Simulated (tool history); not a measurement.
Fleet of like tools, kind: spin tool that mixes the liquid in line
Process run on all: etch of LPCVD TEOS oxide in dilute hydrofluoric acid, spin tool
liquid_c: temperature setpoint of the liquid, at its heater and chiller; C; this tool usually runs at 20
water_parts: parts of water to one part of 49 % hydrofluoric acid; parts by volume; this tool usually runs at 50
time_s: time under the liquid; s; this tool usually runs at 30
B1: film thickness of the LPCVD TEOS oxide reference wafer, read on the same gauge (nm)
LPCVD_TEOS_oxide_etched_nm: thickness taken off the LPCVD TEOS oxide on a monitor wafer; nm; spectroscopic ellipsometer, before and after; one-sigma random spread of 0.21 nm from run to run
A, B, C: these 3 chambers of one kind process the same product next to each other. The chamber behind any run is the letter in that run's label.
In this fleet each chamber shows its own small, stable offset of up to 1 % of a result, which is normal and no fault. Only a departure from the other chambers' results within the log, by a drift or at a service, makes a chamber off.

Run 1A, day 0.329: usual settings; B1 139.96. Result: LPCVD_TEOS_oxide_etched_nm 24.867 nm.
Run 2C, day 0.667: usual settings; B1 140. Result: LPCVD_TEOS_oxide_etched_nm 25.121 nm.
Run 3B, day 1.071: usual settings; B1 139.99. Result: LPCVD_TEOS_oxide_etched_nm 24.846 nm.
Run 4B, day 1.529: usual settings; B1 139.98. Result: LPCVD_TEOS_oxide_etched_nm 24.93 nm.
Run 5A, day 1.975: usual settings; B1 139.97. Result: LPCVD_TEOS_oxide_etched_nm 25.023 nm.
Run 6C, day 2.558: usual settings; B1 139.99. Result: LPCVD_TEOS_oxide_etched_nm 24.952 nm.
Run 7C, day 3.058: usual settings; B1 140. Result: LPCVD_TEOS_oxide_etched_nm 25.188 nm.
Run 8B, day 3.392: usual settings; B1 139.98. Result: LPCVD_TEOS_oxide_etched_nm 25.064 nm.
Run 9A, day 3.929: usual settings; B1 140.01. Result: LPCVD_TEOS_oxide_etched_nm 24.923 nm.
Run 10C, day 4.467: usual settings; B1 139.99. Result: LPCVD_TEOS_oxide_etched_nm 25.194 nm.
Run 11A, day 4.988: usual settings; B1 140.01. Result: LPCVD_TEOS_oxide_etched_nm 24.841 nm.
Run 12B, day 5.404: usual settings; B1 139.99. Result: LPCVD_TEOS_oxide_etched_nm 24.926 nm.
Run 13C, day 5.883: usual settings; B1 139.94. Result: LPCVD_TEOS_oxide_etched_nm 25.076 nm.
At day 6.167: chamber A: thermometer replaced.
Run 14A, day 6.533: usual settings; B1 139.95. Result: LPCVD_TEOS_oxide_etched_nm 25.021 nm.
Run 15B, day 7.008: usual settings; B1 139.97. Result: LPCVD_TEOS_oxide_etched_nm 24.834 nm.
Run 16C, day 7.488: usual settings; B1 139.97. Result: LPCVD_TEOS_oxide_etched_nm 25.307 nm.
Run 17A, day 7.946: usual settings; B1 140.07. Result: LPCVD_TEOS_oxide_etched_nm 25.123 nm.
Run 18B, day 8.575: usual settings; B1 140.04. Result: LPCVD_TEOS_oxide_etched_nm 25.084 nm.
At day 8.942: chamber B: hydrofluoric acid flow meter replaced.
Run 19B, day 9.008: usual settings; B1 139.99. Result: LPCVD_TEOS_oxide_etched_nm 24.753 nm.
Run 20C, day 9.571: usual settings but time_s 35 s; B1 139.97. Result: LPCVD_TEOS_oxide_etched_nm 29.738 nm.
Run 21A, day 10.217: usual settings but time_s 35 s; B1 139.97. Result: LPCVD_TEOS_oxide_etched_nm 29.421 nm.
Run 22C, day 10.562: usual settings but time_s 35 s; B1 140.04. Result: LPCVD_TEOS_oxide_etched_nm 29.59 nm.
Run 23A, day 11.058: usual settings; B1 139.99. Result: LPCVD_TEOS_oxide_etched_nm 24.981 nm.
Run 24B, day 11.417: usual settings; B1 140.04. Result: LPCVD_TEOS_oxide_etched_nm 25.048 nm.
Run 25B, day 11.796: usual settings; B1 139.98. Result: LPCVD_TEOS_oxide_etched_nm 25.301 nm.
At day 12.004: chamber C: thermometer replaced.
Run 26A, day 12.358: usual settings but liquid_c 18 C; B1 139.98. Result: LPCVD_TEOS_oxide_etched_nm 22.675 nm.
Run 27C, day 12.742: usual settings but liquid_c 18 C; B1 139.99. Result: LPCVD_TEOS_oxide_etched_nm 23.445 nm.
Run 28A, day 13.329: usual settings but liquid_c 18 C; B1 139.99. Result: LPCVD_TEOS_oxide_etched_nm 22.719 nm.
Run 29B, day 13.688: usual settings but liquid_c 17 C, time_s 40 s; B1 140.03. Result: LPCVD_TEOS_oxide_etched_nm 29.179 nm.
Run 30C, day 14.129: usual settings but liquid_c 17 C, time_s 40 s; B1 140.05. Result: LPCVD_TEOS_oxide_etched_nm 29.675 nm.
Run 31C, day 14.438: usual settings but liquid_c 17 C, time_s 40 s; B1 139.99. Result: LPCVD_TEOS_oxide_etched_nm 29.249 nm.

Does one chamber stand apart from the rest, does the shared gauge drift, or is all well apart from small per-chamber offsets? Give the chamber and the most likely cause, where there is one.

All chambers stay in line apart from their small fixed offsets, and the gauge does not drift.

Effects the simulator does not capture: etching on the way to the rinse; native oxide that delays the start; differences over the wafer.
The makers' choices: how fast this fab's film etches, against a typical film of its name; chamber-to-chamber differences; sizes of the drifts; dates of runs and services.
